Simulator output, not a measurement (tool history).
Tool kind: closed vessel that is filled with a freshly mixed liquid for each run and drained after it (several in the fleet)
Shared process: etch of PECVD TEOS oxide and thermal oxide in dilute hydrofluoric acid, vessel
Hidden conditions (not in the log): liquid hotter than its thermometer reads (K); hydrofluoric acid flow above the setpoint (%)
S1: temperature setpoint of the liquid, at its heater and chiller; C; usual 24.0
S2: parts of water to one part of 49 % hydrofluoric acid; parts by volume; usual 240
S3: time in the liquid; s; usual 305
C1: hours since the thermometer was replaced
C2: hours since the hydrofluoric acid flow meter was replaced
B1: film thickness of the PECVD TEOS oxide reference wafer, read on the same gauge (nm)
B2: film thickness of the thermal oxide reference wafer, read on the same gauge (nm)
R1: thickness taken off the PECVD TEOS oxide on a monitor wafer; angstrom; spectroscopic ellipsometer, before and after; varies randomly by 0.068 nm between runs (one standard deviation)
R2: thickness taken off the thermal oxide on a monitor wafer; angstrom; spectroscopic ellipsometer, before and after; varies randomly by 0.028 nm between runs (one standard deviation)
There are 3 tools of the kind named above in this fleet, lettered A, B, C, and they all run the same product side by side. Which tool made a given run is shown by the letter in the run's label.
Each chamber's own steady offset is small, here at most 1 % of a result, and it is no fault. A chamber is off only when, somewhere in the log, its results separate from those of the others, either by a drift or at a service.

{"run": "1C", "day": 0.633, "S1": 24.0, "S2": 240, "S3": 305, "C1": 1021.0, "C2": 170.6, "B1": 110.0, "B2": 70.004, "R1": 207.57, "R2": 50.843}
{"run": "2B", "day": 1.212, "S1": 24.0, "S2": 240, "S3": 305, "C1": 1282.8, "C2": 232.2, "B1": 110.0, "B2": 70.01, "R1": 207.6, "R2": 50.484}
{"run": "3A", "day": 1.842, "S1": 24.0, "S2": 240, "S3": 305, "C1": 901.0, "C2": 1262.0, "B1": 109.99, "B2": 70.013, "R1": 209.22, "R2": 51.122}
{"run": "4C", "day": 2.442, "S1": 24.0, "S2": 240, "S3": 305, "C1": 1064.4, "C2": 214.0, "B1": 110.0, "B2": 70.013, "R1": 207.01, "R2": 51.112}
{"run": "5B", "day": 3.1, "S1": 24.0, "S2": 240, "S3": 305, "C1": 1328.1, "C2": 277.5, "B1": 109.99, "B2": 69.998, "R1": 206.2, "R2": 50.631}
{"run": "6A", "day": 3.579, "S1": 24.0, "S2": 240, "S3": 305, "C1": 942.7, "C2": 1303.7, "B1": 110.0, "B2": 69.99, "R1": 209.99, "R2": 51.555}
{"run": "7B", "day": 4.238, "S1": 24.0, "S2": 240, "S3": 305, "C1": 1355.4, "C2": 304.8, "B1": 110.04, "B2": 69.988, "R1": 207.01, "R2": 50.998}
{"run": "8A", "day": 4.708, "S1": 24.0, "S2": 240, "S3": 305, "C1": 969.8, "C2": 1330.8, "B1": 109.99, "B2": 69.998, "R1": 209.19, "R2": 51.264}
{"run": "9C", "day": 5.183, "S1": 24.0, "S2": 240, "S3": 305, "C1": 1130.2, "C2": 279.8, "B1": 110.02, "B2": 70.013, "R1": 207.33, "R2": 50.884}
{"run": "10B", "day": 5.642, "S1": 24.0, "S2": 240, "S3": 305, "C1": 1389.1, "C2": 338.5, "B1": 109.98, "B2": 69.999, "R1": 206.06, "R2": 51.079}
{"run": "11A", "day": 6.05, "S1": 24.0, "S2": 240, "S3": 305, "C1": 1002.0, "C2": 1363.0, "B1": 110.0, "B2": 70.022, "R1": 210.36, "R2": 51.541}
{"run": "12C", "day": 6.638, "S1": 24.0, "S2": 240, "S3": 305, "C1": 1165.1, "C2": 314.7, "B1": 110.02, "B2": 70.001, "R1": 206.72, "R2": 50.802}
{"run": "13C", "day": 7.233, "S1": 24.0, "S2": 240, "S3": 305, "C1": 1179.4, "C2": 329.0, "B1": 110.01, "B2": 70.004, "R1": 206.84, "R2": 51.122}
{"day": 7.517, "done": "chamber A: hydrofluoric acid flow meter replaced"}
{"run": "14B", "day": 7.779, "S1": 24.0, "S2": 240, "S3": 305, "C1": 1440.4, "C2": 389.8, "B1": 110.01, "B2": 70.008, "R1": 207.28, "R2": 51.069}
{"run": "15A", "day": 8.354, "S1": 24.0, "S2": 240, "S3": 305, "C1": 1057.3, "C2": 20.1, "B1": 110.0, "B2": 69.996, "R1": 212.52, "R2": 51.767}
{"run": "16B", "day": 8.954, "S1": 24.0, "S2": 240, "S3": 305, "C1": 1468.6, "C2": 418.0, "B1": 110.0, "B2": 69.99, "R1": 206.15, "R2": 50.993}
{"run": "17A", "day": 9.462, "S1": 24.0, "S2": 240, "S3": 305, "C1": 1083.9, "C2": 46.7, "B1": 110.0, "B2": 70.01, "R1": 212.6, "R2": 51.726}
{"run": "18C", "day": 9.912, "S1": 24.0, "S2": 240, "S3": 305, "C1": 1243.7, "C2": 393.3, "B1": 110.0, "B2": 70.009, "R1": 206.71, "R2": 50.91}
{"run": "19B", "day": 10.492, "S1": 24.0, "S2": 240, "S3": 305, "C1": 1505.5, "C2": 454.9, "B1": 110.0, "B2": 69.965, "R1": 206.38, "R2": 51.164}
{"run": "20C", "day": 10.879, "S1": 24.0, "S2": 240, "S3": 305, "C1": 1266.9, "C2": 416.5, "B1": 110.02, "B2": 70.004, "R1": 207.31, "R2": 50.577}
{"run": "21A", "day": 11.225, "S1": 24.0, "S2": 180, "S3": 305, "C1": 1126.2, "C2": 89.0, "B1": 109.99, "B2": 70.023, "R1": 301.04, "R2": 74.105}
{"run": "22C", "day": 11.829, "S1": 24.0, "S2": 180, "S3": 305, "C1": 1289.7, "C2": 439.3, "B1": 110.0, "B2": 70.001, "R1": 292.06, "R2": 72.45}
{"run": "23B", "day": 12.238, "S1": 24.0, "S2": 180, "S3": 305, "C1": 1547.4, "C2": 496.8, "B1": 109.99, "B2": 70.0, "R1": 294.8, "R2": 72.772}
{"run": "24A", "day": 12.888, "S1": 24.0, "S2": 240, "S3": 305, "C1": 1166.1, "C2": 128.9, "B1": 110.0, "B2": 70.0, "R1": 211.85, "R2": 52.061}
{"run": "25C", "day": 13.296, "S1": 24.0, "S2": 240, "S3": 305, "C1": 1324.9, "C2": 474.5, "B1": 110.02, "B2": 70.001, "R1": 208.85, "R2": 50.724}
{"run": "26A", "day": 13.671, "S1": 24.0, "S2": 240, "S3": 305, "C1": 1184.9, "C2": 147.7, "B1": 109.99, "B2": 70.019, "R1": 213.7, "R2": 52.439}
{"run": "27B", "day": 14.246, "S1": 24.0, "S2": 240, "S3": 305, "C1": 1595.6, "C2": 545.0, "B1": 109.99, "B2": 69.985, "R1": 207.07, "R2": 51.389}
{"run": "28A", "day": 14.917, "S1": 24.0, "S2": 240, "S3": 305, "C1": 1214.8, "C2": 177.6, "B1": 110.03, "B2": 69.995, "R1": 215.51, "R2": 52.394}
{"run": "29B", "day": 15.238, "S1": 27.5, "S2": 240, "S3": 215, "C1": 1619.4, "C2": 568.8, "B1": 110.0, "B2": 70.007, "R1": 164.59, "R2": 40.546}
{"day": 15.354, "done": "chamber C: hydrofluoric acid flow meter replaced"}
{"run": "30C", "day": 15.779, "S1": 27.5, "S2": 240, "S3": 215, "C1": 1384.5, "C2": 10.3, "B1": 109.97, "B2": 70.002, "R1": 165.0, "R2": 40.75}
{"run": "31A", "day": 16.2, "S1": 27.5, "S2": 240, "S3": 215, "C1": 1245.6, "C2": 208.4, "B1": 110.0, "B2": 70.02, "R1": 172.09, "R2": 42.136}
{"run": "32B", "day": 16.654, "S1": 24.0, "S2": 240, "S3": 305, "C1": 1653.4, "C2": 602.8, "B1": 110.0, "B2": 70.015, "R1": 206.73, "R2": 51.246}
{"run": "33C", "day": 16.958, "S1": 24.0, "S2": 240, "S3": 305, "C1": 1412.8, "C2": 38.6, "B1": 110.01, "B2": 69.982, "R1": 207.67, "R2": 50.792}
{"run": "34C", "day": 17.362, "S1": 24.0, "S2": 240, "S3": 305, "C1": 1422.5, "C2": 48.3, "B1": 110.0, "B2": 70.017, "R1": 208.32, "R2": 51.047}
{"run": "35A", "day": 18.0, "S1": 24.0, "S2": 240, "S3": 305, "C1": 1288.8, "C2": 251.6, "B1": 109.99, "B2": 69.975, "R1": 215.57, "R2": 52.638}

Decide between three cases: one chamber stands off from its peers, the gauge reading all wafers drifts, or nothing is wrong past each chamber's small offset. Where a chamber is off, say which and what most likely put it there.

One chamber, A, drifts off from the rest bit by bit.
Cause: liquid hotter than its thermometer reads (K) = 1.13.

Below are 4 candidate recipes for chamber A's next run, each the usual settings with a change, their results shown as question marks. Which of them brings A's results back in line with what the other chambers give on the usual settings?
In-line tolerance around the mean of the other chambers on the usual settings: R1 2.40 angstrom; R2 0.980 angstrom
{"run": "36A-1", "day": 18.492, "S1": 24.0, "S2": 245, "S3": 300, "R1": "?", "R2": "?"}
{"run": "36A-2", "day": 18.492, "S1": 24.0, "S2": 235, "S3": 310, "R1": "?", "R2": "?"}
{"run": "36A-3", "day": 18.492, "S1": 24.0, "S2": 240, "S3": 310, "R1": "?", "R2": "?"}
{"run": "36A-4", "day": 18.492, "S1": 24.0, "S2": 240, "S3": 300, "R1": "?", "R2": "?"}

The other chambers' mean on the usual settings: R1 206.97 angstrom; R2 51.007 angstrom
run=36A-1 R1=207.85 R2=50.793
run=36A-2 R1=226.19 R2=55.275
run=36A-3 R1=220.37 R2=53.852
run=36A-4 R1=213.26 R2=52.115
With 36A-1, the chamber falls back in line with the rest.
